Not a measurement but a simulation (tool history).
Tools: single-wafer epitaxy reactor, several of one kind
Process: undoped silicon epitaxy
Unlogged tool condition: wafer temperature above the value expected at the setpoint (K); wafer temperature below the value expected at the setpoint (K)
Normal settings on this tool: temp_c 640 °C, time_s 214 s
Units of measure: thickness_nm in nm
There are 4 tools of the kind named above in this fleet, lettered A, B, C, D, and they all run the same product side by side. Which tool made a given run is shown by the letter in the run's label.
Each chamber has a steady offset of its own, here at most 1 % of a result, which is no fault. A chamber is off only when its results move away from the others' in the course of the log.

run,hour,temp_c,time_s,hours since the last pyrometer calibration,"read-back reference wafer on the same gauge, thickness_nm",thickness_nm
1D,9.7,640,214,2644.1,31.709,28.875
2B,20.6,640,214,1106.2,31.688,29.061
3C,26.6,640,214,992.4,31.7,28.825
4A,37.5,640,214,2456.3,31.729,28.727
5D,49.2,640,214,2683.6,31.706,28.803
6C,59,640,214,1024.8,31.716,28.84
7A,66.2,640,214,2485,31.691,28.79
8B,75.4,640,214,1161,31.722,29.101
9C,86.7,640,214,1052.5,31.692,28.795
10D,94.2,629,251,2728.6,31.706,26.506
11B,103.7,629,251,1189.3,31.703,26.612
12A,111.1,629,251,2529.9,31.706,26.291
13C,117.2,629,251,1083,31.712,26.414
# hour 117.6: chamber A: pyrometer calibrated
14D,125.3,640,214,2759.7,31.7,28.923
15B,132.1,640,214,1217.7,31.698,29.042
16A,138.4,640,214,20.8,31.691,28.841
17C,144.7,640,214,1110.5,31.697,28.769
# hour 147.1: chamber D: pyrometer calibrated
18B,156.1,640,214,1241.7,31.676,29.057
19D,161.8,640,214,14.7,31.711,28.937
20A,171.3,640,214,53.7,31.701,28.804
21C,179.5,640,214,1145.3,31.704,28.86
22D,191.4,640,214,44.3,31.699,28.809
# hour 198.3: chamber B: pyrometer calibrated
23B,203.8,640,214,5.6,31.712,29.466
24A,210.4,640,214,92.8,31.694,28.812
25C,222.8,631,230,1188.6,31.703,25.36
26A,228.3,631,230,110.7,31.707,25.265
27B,239.9,631,230,41.7,31.675,25.808
28D,251.6,631,230,104.5,31.699,25.446
29C,261.8,640,214,1227.6,31.68,28.892
30D,272.5,640,214,125.4,31.69,28.838
31A,280.4,640,214,162.8,31.712,28.736
32B,290.9,640,214,92.7,31.716,29.374
33B,302.4,640,214,104.2,31.701,29.578
34D,311.1,640,214,164,31.709,28.924
35A,320.3,640,214,202.7,31.695,28.796
36C,332.6,651,214,1298.4,31.694,36.721
37A,338.1,651,214,220.5,31.699,36.893
38B,345.9,651,214,147.7,31.703,37.599
39D,351.3,651,214,204.2,31.713,36.512
40C,363.6,640,214,1329.4,31.694,28.746
41D,373.1,640,214,226,31.706,28.853

Is one chamber off against the others, does the gauge drift, or is nothing wrong? If a chamber is off, say which, and what the likeliest cause is.

After it was serviced, chamber B no longer matches the other chambers.
Likeliest cause: wafer temperature above the value expected at the setpoint (K) = 0.562.

Chamber B could run next with any of the 4 candidate recipes listed below; each alters the usual settings, and their results appear as question marks. Which one brings its results back in line with what the other chambers deliver on the usual settings?
Allowed miss from the other chambers' usual-settings mean, per result, to count as in line: thickness_nm 0.23 nm
42B-1,382.1,641,214,,,?
42B-2,382.1,640,215,,,?
42B-3,382.1,639,214,,,?
42B-4,382.1,640,212,,,?

Usual-settings mean across the other chambers: thickness_nm 28.823 nm
run,thickness_nm
42B-1,30.092
42B-2,29.563
42B-3,28.773
42B-4,29.151
With 42B-3, the chamber falls back in line with the rest.
